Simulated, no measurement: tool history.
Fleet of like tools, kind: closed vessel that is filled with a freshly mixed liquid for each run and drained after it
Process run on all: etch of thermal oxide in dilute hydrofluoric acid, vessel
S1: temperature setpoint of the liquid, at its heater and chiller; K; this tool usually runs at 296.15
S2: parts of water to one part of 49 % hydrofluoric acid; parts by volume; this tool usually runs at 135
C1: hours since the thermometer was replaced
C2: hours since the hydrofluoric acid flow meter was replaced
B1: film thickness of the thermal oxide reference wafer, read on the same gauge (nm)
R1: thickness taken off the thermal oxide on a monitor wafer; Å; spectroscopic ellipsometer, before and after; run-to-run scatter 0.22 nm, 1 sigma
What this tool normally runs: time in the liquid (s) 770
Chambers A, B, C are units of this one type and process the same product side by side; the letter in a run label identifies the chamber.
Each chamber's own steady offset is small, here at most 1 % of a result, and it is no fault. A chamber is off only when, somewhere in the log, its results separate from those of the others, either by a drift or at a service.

run 1B hour=6.7 | S1=296.15 S2=135 time_in_the_liquid_(s)=770 | C1=560.4 C2=663.3 | B1=69.974 | R1=243.92
-- hour=18.4 chamber B: thermometer replaced
run 2C hour=20.2 | S1=296.15 S2=135 time_in_the_liquid_(s)=770 | C1=1880.0 C2=899.6 | B1=69.967 | R1=245.30
run 3A hour=34.9 | S1=296.15 S2=135 time_in_the_liquid_(s)=770 | C1=1982.0 C2=221.0 | B1=69.994 | R1=249.33
run 4A hour=46.1 | S1=296.15 S2=135 time_in_the_liquid_(s)=770 | C1=1993.2 C2=232.2 | B1=70.013 | R1=248.52
run 5B hour=56.1 | S1=296.15 S2=135 time_in_the_liquid_(s)=770 | C1=37.8 C2=712.7 | B1=69.991 | R1=242.77
run 6C hour=71.4 | S1=296.15 S2=135 time_in_the_liquid_(s)=770 | C1=1931.2 C2=950.8 | B1=69.972 | R1=242.24
run 7A hour=80.9 | S1=296.15 S2=135 time_in_the_liquid_(s)=770 | C1=2028.0 C2=267.0 | B1=69.995 | R1=243.56
run 8C hour=93.3 | S1=293.65 S2=185 time_in_the_liquid_(s)=770 | C1=1953.1 C2=972.7 | B1=69.981 | R1=150.71
run 9B hour=105.7 | S1=293.65 S2=185 time_in_the_liquid_(s)=770 | C1=87.4 C2=762.3 | B1=69.986 | R1=152.24
run 10A hour=114.4 | S1=293.65 S2=185 time_in_the_liquid_(s)=770 | C1=2061.5 C2=300.5 | B1=70.010 | R1=155.91
run 11B hour=126.7 | S1=296.15 S2=135 time_in_the_liquid_(s)=770 | C1=108.4 C2=783.3 | B1=70.007 | R1=250.08
run 12C hour=141.2 | S1=296.15 S2=135 time_in_the_liquid_(s)=770 | C1=2001.0 C2=1020.6 | B1=70.018 | R1=243.41
run 13C hour=150.9 | S1=296.15 S2=135 time_in_the_liquid_(s)=770 | C1=2010.7 C2=1030.3 | B1=70.013 | R1=241.06
run 14B hour=162.2 | S1=296.15 S2=135 time_in_the_liquid_(s)=770 | C1=143.9 C2=818.8 | B1=69.998 | R1=256.46
run 15A hour=170.0 | S1=296.15 S2=135 time_in_the_liquid_(s)=770 | C1=2117.1 C2=356.1 | B1=69.999 | R1=247.47
run 16A hour=179.1 | S1=296.15 S2=135 time_in_the_liquid_(s)=770 | C1=2126.2 C2=365.2 | B1=70.004 | R1=247.26
run 17B hour=193.1 | S1=296.15 S2=135 time_in_the_liquid_(s)=770 | C1=174.8 C2=849.7 | B1=69.992 | R1=258.83
run 18C hour=200.5 | S1=296.15 S2=135 time_in_the_liquid_(s)=770 | C1=2060.3 C2=1079.9 | B1=69.977 | R1=243.23
run 19C hour=210.8 | S1=296.15 S2=135 time_in_the_liquid_(s)=770 | C1=2070.6 C2=1090.2 | B1=69.989 | R1=244.93
run 20B hour=219.5 | S1=300.15 S2=135 time_in_the_liquid_(s)=920 | C1=201.2 C2=876.1 | B1=69.994 | R1=355.02

Next, all 3 chambers run the settings below, one line each with question marks for the results. What does each chamber give?
run 21A hour=230.4 | S1=296.15 S2=135 time_in_the_liquid_(s)=770 | R1=?
run 21B hour=230.4 | S1=296.15 S2=135 time_in_the_liquid_(s)=770 | R1=?
run 21C hour=230.4 | S1=296.15 S2=135 time_in_the_liquid_(s)=770 | R1=?

run=21A R1=246.13
run=21B R1=260.43
run=21C R1=245.38

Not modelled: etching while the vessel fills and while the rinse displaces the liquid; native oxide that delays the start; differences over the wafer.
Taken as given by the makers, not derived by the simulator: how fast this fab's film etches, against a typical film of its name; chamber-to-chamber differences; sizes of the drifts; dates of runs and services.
